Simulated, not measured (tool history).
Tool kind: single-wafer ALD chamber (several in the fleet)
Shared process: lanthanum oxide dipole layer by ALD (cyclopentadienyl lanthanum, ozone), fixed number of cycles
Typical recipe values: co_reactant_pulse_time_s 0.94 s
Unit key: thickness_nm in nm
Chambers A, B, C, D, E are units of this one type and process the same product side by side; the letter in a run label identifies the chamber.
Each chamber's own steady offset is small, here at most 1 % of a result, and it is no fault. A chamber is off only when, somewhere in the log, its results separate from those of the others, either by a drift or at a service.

run   hour  co_reactant_pulse_time_s  hours since the last thermocouple change  hours since the last ozone generator service  read-back reference wafer on the same gauge, thickness_nm  thickness_nm
 1E    5.5                      0.94                                       778                                         683.6                                                     0.4509       0.48922
 2B    9.1                      0.94                                    1318.9                                          17.3                                                    0.45105       0.48916
 3D   13.6                      0.94                                     159.3                                         695.1                                                    0.45085       0.48759
 4C   17.2                      0.94                                    1688.4                                          96.2                                                    0.45115       0.49041
 5A   23.1                      0.94                                     924.7                                         233.4                                                     0.4508       0.48638
 6A   29.1                      0.94                                     930.7                                         239.4                                                    0.45091       0.48597
 7C   35.9                      0.94                                    1707.1                                         114.9                                                    0.45104       0.48959
 8B   42.1                      0.94                                    1351.9                                          50.3                                                    0.45098       0.49023
 9D   45.6                      0.94                                     191.3                                         727.1                                                    0.45109       0.48829
10E   52.8                      0.94                                     825.3                                         730.9                                                    0.45136       0.48876
11A   57.3                      0.94                                     958.9                                         267.6                                                    0.45104        0.4865
12E   61.3                      0.94                                     833.8                                         739.4                                                    0.45112       0.48938
13D   66.4                      0.94                                     212.1                                         747.9                                                    0.45121       0.48863
14B   72.8                      0.72                                    1382.6                                            81                                                    0.45096       0.44307
15C   79.4                      0.72                                    1750.6                                         158.4                                                    0.45087       0.43962
16D   87.1                      0.72                                     232.8                                         768.6                                                    0.45123       0.44006
17A   92.9                      0.72                                     994.5                                         303.2                                                    0.45089       0.43909
18B   96.3                      0.72                                    1406.1                                         104.5                                                    0.45078       0.44158
19E  101.1                      0.94                                     873.6                                         779.2                                                    0.45126       0.48898
20C  105.1                      0.94                                    1776.3                                         184.1                                                    0.45101       0.48709
21C  109.7                      0.94                                    1780.9                                         188.7                                                    0.45074       0.48893
22D  113.6                      0.94                                     259.3                                         795.1                                                     0.4508       0.48821
23B  117.6                      0.94                                    1427.4                                         125.8                                                     0.4509       0.49204
24A  124.5                      0.94                                    1026.1                                         334.8                                                    0.45131       0.48963
25E  130.8                      0.94                                     903.3                                         808.9                                                    0.45117       0.48911
26C  135.4                      0.94                                    1806.6                                         214.4                                                    0.45089       0.49114
27D  139.9                      0.94                                     285.6                                         821.4                                                    0.45078       0.48631
28A  146.8                      0.94                                    1048.4                                         357.1                                                    0.45105       0.48727
     149.3  -- chamber B: thermocouple changed; heater temperature recalibrated
29E  150.3                      0.94                                     922.8                                         828.4                                                    0.45099       0.49145
30B  156.9                      0.94                                       7.7                                         165.1                                                     0.4511       0.49077
31C    162                      1.13                                    1833.2                                           241                                                    0.45091       0.51739
32B    167                      1.13                                      17.8                                         175.2                                                    0.45101       0.51871
33E  174.5                      1.13                                       947                                         852.6                                                    0.45119       0.51665
34A  178.7                      1.13                                    1080.3                                           389                                                    0.45132        0.5126
35D  184.6                      1.13                                     330.3                                         866.1                                                    0.45104       0.51419
36C  188.3                      0.94                                    1859.5                                         267.3                                                    0.45116       0.48781

Read the log: is a single chamber off, either drifting away or since a service, is the gauge that measures every chamber drifting, or is nothing wrong beyond small per-chamber offsets? Name any odd chamber and what most likely caused it.

All chambers stay in line apart from their small fixed offsets, and the gauge does not drift.

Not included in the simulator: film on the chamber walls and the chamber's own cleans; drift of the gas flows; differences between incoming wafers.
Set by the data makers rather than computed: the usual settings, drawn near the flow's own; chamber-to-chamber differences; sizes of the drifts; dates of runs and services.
